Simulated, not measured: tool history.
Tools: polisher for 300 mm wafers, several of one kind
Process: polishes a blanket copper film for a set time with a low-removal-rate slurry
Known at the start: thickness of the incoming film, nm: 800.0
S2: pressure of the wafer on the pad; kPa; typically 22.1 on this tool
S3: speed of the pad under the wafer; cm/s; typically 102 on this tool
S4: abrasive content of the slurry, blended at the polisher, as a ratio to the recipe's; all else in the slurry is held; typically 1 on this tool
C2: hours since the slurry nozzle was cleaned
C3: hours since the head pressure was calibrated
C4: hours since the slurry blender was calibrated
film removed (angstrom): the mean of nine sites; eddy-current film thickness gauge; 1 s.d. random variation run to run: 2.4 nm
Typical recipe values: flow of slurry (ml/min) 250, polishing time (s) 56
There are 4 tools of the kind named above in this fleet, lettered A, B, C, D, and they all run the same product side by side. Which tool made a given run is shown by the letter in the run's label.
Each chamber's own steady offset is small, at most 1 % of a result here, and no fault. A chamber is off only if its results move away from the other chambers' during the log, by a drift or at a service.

At hour 9.7: chamber B: worn pad replaced by a new one.
Run 1C, hour 16.3: usual settings; wafers polished on this pad 1023; C2 513.4; C3 317.1; C4 148.7. Result: film removed (angstrom) 1822.6.
Run 2B, hour 25.4: usual settings; wafers polished on this pad 180; C2 118.2; C3 141.6; C4 65.6. Result: film removed (angstrom) 1789.5.
At hour 37.3: chamber A: worn pad replaced by a new one.
Run 3A, hour 38.2: usual settings; wafers polished on this pad 10; C2 234.2; C3 599; C4 233.7. Result: film removed (angstrom) 1766.7.
At hour 41.4: chamber C: worn pad replaced by a new one.
Run 4D, hour 51.3: usual settings; wafers polished on this pad 971; C2 263.3; C3 275.6; C4 67. Result: film removed (angstrom) 1841.9.
Run 5B, hour 58.5: usual settings; wafers polished on this pad 557; C2 151.3; C3 174.7; C4 98.7. Result: film removed (angstrom) 1817.7.
Run 6A, hour 74.6: usual settings; wafers polished on this pad 425; C2 270.6; C3 635.4; C4 270.1. Result: film removed (angstrom) 1816.7.
Run 7C, hour 84.4: usual settings; wafers polished on this pad 490; C2 581.5; C3 385.2; C4 216.8. Result: film removed (angstrom) 1810.4.
At hour 84.9: chamber C: slurry nozzle cleaned.
Run 8D, hour 93.7: usual settings; wafers polished on this pad 1455; C2 305.7; C3 318; C4 109.4. Result: film removed (angstrom) 1869.4.
Run 9D, hour 101.9: usual settings; wafers polished on this pad 1549; C2 313.9; C3 326.2; C4 117.6. Result: film removed (angstrom) 1873.
At hour 103.2: chamber D: worn pad replaced by a new one.
At hour 103.7: chamber B: worn pad replaced by a new one.
At hour 108.4: chamber B: slurry nozzle cleaned.
At hour 113.7: chamber A: slurry blender recalibrated.
Run 10C, hour 113.8: usual settings; wafers polished on this pad 826; C2 28.9; C3 414.6; C4 246.2. Result: film removed (angstrom) 1834.2.
Run 11B, hour 121.7: usual settings but S3 84 cm/s; wafers polished on this pad 205; C2 13.4; C3 237.9; C4 161.9. Result: film removed (angstrom) 1543.4.
At hour 128.9: chamber A: worn pad replaced by a new one.
Run 12A, hour 132.4: usual settings but S3 84 cm/s; wafers polished on this pad 40; C2 328.4; C3 693.2; C4 18.7. Result: film removed (angstrom) 1490.6.
Run 13A, hour 143.2: usual settings but S3 84 cm/s; wafers polished on this pad 163; C2 339.2; C3 704; C4 29.5. Result: film removed (angstrom) 1509.3.
At hour 144: chamber C: slurry blender recalibrated.
Run 14B, hour 154: usual settings but S3 84 cm/s; wafers polished on this pad 573; C2 45.7; C3 270.2; C4 194.2. Result: film removed (angstrom) 1508.1.
Run 15C, hour 163.4: usual settings; wafers polished on this pad 1392; C2 78.5; C3 464.2; C4 19.5. Result: film removed (angstrom) 1824.4.
At hour 165.4: chamber D: slurry blender recalibrated.
At hour 168: chamber C: worn pad replaced by a new one.
At hour 170: chamber B: slurry blender recalibrated.
Run 16D, hour 173.6: usual settings; wafers polished on this pad 804; C2 385.6; C3 397.9; C4 8.2. Result: film removed (angstrom) 1831.2.
Run 17B, hour 185: usual settings; wafers polished on this pad 927; C2 76.7; C3 301.2; C4 15. Result: film removed (angstrom) 1850.9.
At hour 192.3: chamber B: worn pad replaced by a new one.
Run 18C, hour 201.3: usual settings; wafers polished on this pad 380; C2 116.4; C3 502.1; C4 57.4. Result: film removed (angstrom) 1820.3.
Run 19A, hour 217.2: usual settings; wafers polished on this pad 1007; C2 413.2; C3 778; C4 103.5. Result: film removed (angstrom) 1803.2.
At hour 222.2: chamber A: worn pad replaced by a new one.
At hour 222.3: chamber D: worn pad replaced by a new one.
Run 20D, hour 226: usual settings but polishing time (s) 64; wafers polished on this pad 43; C2 438; C3 450.3; C4 60.6. Result: film removed (angstrom) 2114.6.
Run 21C, hour 236.6: usual settings but polishing time (s) 64; wafers polished on this pad 783; C2 151.7; C3 537.4; C4 92.7. Result: film removed (angstrom) 2093.4.
Run 22A, hour 252.3: usual settings but polishing time (s) 64; wafers polished on this pad 344; C2 448.3; C3 813.1; C4 138.6. Result: film removed (angstrom) 2111.7.
Run 23D, hour 260.4: usual settings but polishing time (s) 64; wafers polished on this pad 435; C2 472.4; C3 484.7; C4 95. Result: film removed (angstrom) 2059.5.
Run 24B, hour 271.1: usual settings; wafers polished on this pad 899; C2 162.8; C3 387.3; C4 101.1. Result: film removed (angstrom) 1849.3.
At hour 272.3: chamber C: worn pad replaced by a new one.
Run 25D, hour 281.3: usual settings but S3 70 cm/s; wafers polished on this pad 674; C2 493.3; C3 505.6; C4 115.9. Result: film removed (angstrom) 1238.4.
At hour 281.9: chamber B: worn pad replaced by a new one.
Run 26B, hour 294.6: usual settings but S3 70 cm/s; wafers polished on this pad 145; C2 186.3; C3 410.8; C4 124.6. Result: film removed (angstrom) 1239.7.
At hour 302.9: chamber B: slurry nozzle cleaned.
Run 27C, hour 306.9: usual settings but S3 70 cm/s; wafers polished on this pad 395; C2 222; C3 607.7; C4 163. Result: film removed (angstrom) 1257.
At hour 313.7: chamber A: worn pad replaced by a new one.
Run 28A, hour 317.2: usual settings but S3 70 cm/s; wafers polished on this pad 40; C2 513.2; C3 878; C4 203.5. Result: film removed (angstrom) 1256.8.
At hour 318.2: chamber C: head pressure recalibrated.
Run 29A, hour 331.7: usual settings; wafers polished on this pad 205; C2 527.7; C3 892.5; C4 218. Result: film removed (angstrom) 1815.4.
At hour 332.1: chamber D: slurry blender recalibrated.
At hour 334.1: chamber A: slurry nozzle cleaned.
Run 30B, hour 339.7: usual settings; wafers polished on this pad 660; C2 36.8; C3 455.9; C4 169.7. Result: film removed (angstrom) 1804.3.
Run 31D, hour 354.2: usual settings but S3 76 cm/s; wafers polished on this pad 1506; C2 566.2; C3 578.5; C4 22.1. Result: film removed (angstrom) 1374.2.
At hour 357: chamber D: worn pad replaced by a new one.
Run 32C, hour 370.5: usual settings but S3 76 cm/s; wafers polished on this pad 1120; C2 285.6; C3 52.4; C4 226.6. Result: film removed (angstrom) 1363.2.
At hour 382.4: chamber C: worn pad replaced by a new one.
At hour 383: chamber B: worn pad replaced by a new one.
At hour 386.4: chamber B: slurry blender recalibrated.
Run 33D, hour 386.9: usual settings but S3 76 cm/s; wafers polished on this pad 341; C2 598.9; C3 611.2; C4 54.8. Result: film removed (angstrom) 1333.
At hour 394.7: chamber A: worn pad replaced by a new one.
Run 34A, hour 399.7: usual settings but S3 76 cm/s; wafers polished on this pad 57; C2 65.6; C3 960.5; C4 286. Result: film removed (angstrom) 1378.5.
Run 35C, hour 407.8: usual settings but S3 70 cm/s, polishing time (s) 49; wafers polished on this pad 290; C2 322.9; C3 89.7; C4 263.9. Result: film removed (angstrom) 1100.2.
Run 36B, hour 416.7: usual settings but S3 70 cm/s, polishing time (s) 49; wafers polished on this pad 384; C2 113.8; C3 532.9; C4 30.3. Result: film removed (angstrom) 1109.
Run 37C, hour 424.6: usual settings but S3 70 cm/s, polishing time (s) 49; wafers polished on this pad 481; C2 339.7; C3 106.5; C4 280.7. Result: film removed (angstrom) 1100.
Run 38D, hour 440.5: usual settings but S3 70 cm/s, polishing time (s) 49; wafers polished on this pad 952; C2 652.5; C3 664.8; C4 108.4. Result: film removed (angstrom) 1097.1.

Read the log: is a single chamber off, either drifting away or since a service, is the gauge that measures every chamber drifting, or is nothing wrong beyond small per-chamber offsets? Name any odd chamber and what most likely caused it.

Beyond each chamber's small constant offset nothing stands out, and the gauge stays steady.
